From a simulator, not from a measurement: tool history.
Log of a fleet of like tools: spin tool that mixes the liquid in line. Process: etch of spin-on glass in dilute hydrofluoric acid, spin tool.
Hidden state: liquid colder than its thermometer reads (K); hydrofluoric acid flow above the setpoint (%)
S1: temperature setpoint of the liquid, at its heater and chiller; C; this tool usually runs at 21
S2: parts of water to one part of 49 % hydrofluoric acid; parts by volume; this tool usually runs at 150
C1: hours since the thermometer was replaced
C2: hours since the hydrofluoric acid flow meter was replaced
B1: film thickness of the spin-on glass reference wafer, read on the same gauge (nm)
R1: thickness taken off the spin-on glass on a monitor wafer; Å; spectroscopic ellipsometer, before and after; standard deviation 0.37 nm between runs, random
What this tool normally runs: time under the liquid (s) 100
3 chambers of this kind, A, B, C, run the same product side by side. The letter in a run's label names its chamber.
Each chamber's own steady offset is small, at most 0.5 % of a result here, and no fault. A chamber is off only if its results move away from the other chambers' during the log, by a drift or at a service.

{"run": "1A", "hour": 2.6, "S1": 21, "S2": 150, "time under the liquid (s)": 100, "C1": 235.6, "C2": 143.9, "B1": 59.986, "R1": 380.04}
{"run": "2B", "hour": 7.4, "S1": 21, "S2": 150, "time under the liquid (s)": 100, "C1": 236.5, "C2": 384.6, "B1": 60.036, "R1": 386.41}
{"run": "3C", "hour": 10.7, "S1": 21, "S2": 150, "time under the liquid (s)": 100, "C1": 950.4, "C2": 657.8, "B1": 59.977, "R1": 385.54}
{"run": "4B", "hour": 13.2, "S1": 21, "S2": 150, "time under the liquid (s)": 100, "C1": 242.3, "C2": 390.4, "B1": 59.991, "R1": 388.15}
{"run": "5C", "hour": 17.0, "S1": 21, "S2": 150, "time under the liquid (s)": 75, "C1": 956.7, "C2": 664.1, "B1": 59.995, "R1": 293.22}
{"run": "6A", "hour": 21.4, "S1": 21, "S2": 150, "time under the liquid (s)": 75, "C1": 254.4, "C2": 162.7, "B1": 59.958, "R1": 285.12}
{"run": "7B", "hour": 26.1, "S1": 21, "S2": 150, "time under the liquid (s)": 75, "C1": 255.2, "C2": 403.3, "B1": 59.989, "R1": 289.59}
{"run": "8C", "hour": 31.0, "S1": 21, "S2": 150, "time under the liquid (s)": 100, "C1": 970.7, "C2": 678.1, "B1": 60.015, "R1": 389.25}
{"run": "9A", "hour": 34.8, "S1": 21, "S2": 150, "time under the liquid (s)": 100, "C1": 267.8, "C2": 176.1, "B1": 59.997, "R1": 382.29}
{"run": "10B", "hour": 37.0, "S1": 21, "S2": 150, "time under the liquid (s)": 100, "C1": 266.1, "C2": 414.2, "B1": 60.009, "R1": 382.74}
{"run": "11A", "hour": 42.0, "S1": 21, "S2": 150, "time under the liquid (s)": 100, "C1": 275.0, "C2": 183.3, "B1": 60.021, "R1": 384.96}
{"run": "12C", "hour": 45.9, "S1": 21, "S2": 150, "time under the liquid (s)": 100, "C1": 985.6, "C2": 693.0, "B1": 60.001, "R1": 390.44}
{"run": "13B", "hour": 48.7, "S1": 21, "S2": 150, "time under the liquid (s)": 100, "C1": 277.8, "C2": 425.9, "B1": 60.005, "R1": 386.29}
{"run": "14C", "hour": 53.4, "S1": 21, "S2": 150, "time under the liquid (s)": 100, "C1": 993.1, "C2": 700.5, "B1": 60.001, "R1": 393.06}
{"run": "15A", "hour": 56.1, "S1": 21, "S2": 150, "time under the liquid (s)": 100, "C1": 289.1, "C2": 197.4, "B1": 59.991, "R1": 379.63}
{"run": "16A", "hour": 59.7, "S1": 21, "S2": 150, "time under the liquid (s)": 100, "C1": 292.7, "C2": 201.0, "B1": 59.993, "R1": 391.92}
{"run": "17B", "hour": 63.1, "S1": 21, "S2": 150, "time under the liquid (s)": 100, "C1": 292.2, "C2": 440.3, "B1": 59.969, "R1": 383.26}
{"run": "18C", "hour": 68.0, "S1": 21, "S2": 150, "time under the liquid (s)": 100, "C1": 1007.7, "C2": 715.1, "B1": 59.979, "R1": 401.56}
{"run": "19B", "hour": 72.1, "S1": 21, "S2": 150, "time under the liquid (s)": 100, "C1": 301.2, "C2": 449.3, "B1": 60.018, "R1": 382.73}
{"run": "20C", "hour": 76.1, "S1": 21, "S2": 150, "time under the liquid (s)": 100, "C1": 1015.8, "C2": 723.2, "B1": 60.038, "R1": 403.67}
{"run": "21A", "hour": 80.2, "S1": 21, "S2": 150, "time under the liquid (s)": 100, "C1": 313.2, "C2": 221.5, "B1": 59.997, "R1": 389.58}
{"run": "22B", "hour": 84.4, "S1": 21, "S2": 150, "time under the liquid (s)": 100, "C1": 313.5, "C2": 461.6, "B1": 59.978, "R1": 393.61}

All chambers now run identical settings, listed one chamber a line with results as question marks. What results will each chamber show?
{"run": "23A", "hour": 88.1, "S1": 21, "S2": 150, "time under the liquid (s)": 100, "R1": "?"}
{"run": "23B", "hour": 88.1, "S1": 21, "S2": 150, "time under the liquid (s)": 100, "R1": "?"}
{"run": "23C", "hour": 88.1, "S1": 21, "S2": 150, "time under the liquid (s)": 100, "R1": "?"}

run=23A R1=385.77
run=23B R1=387.94
run=23C R1=411.76
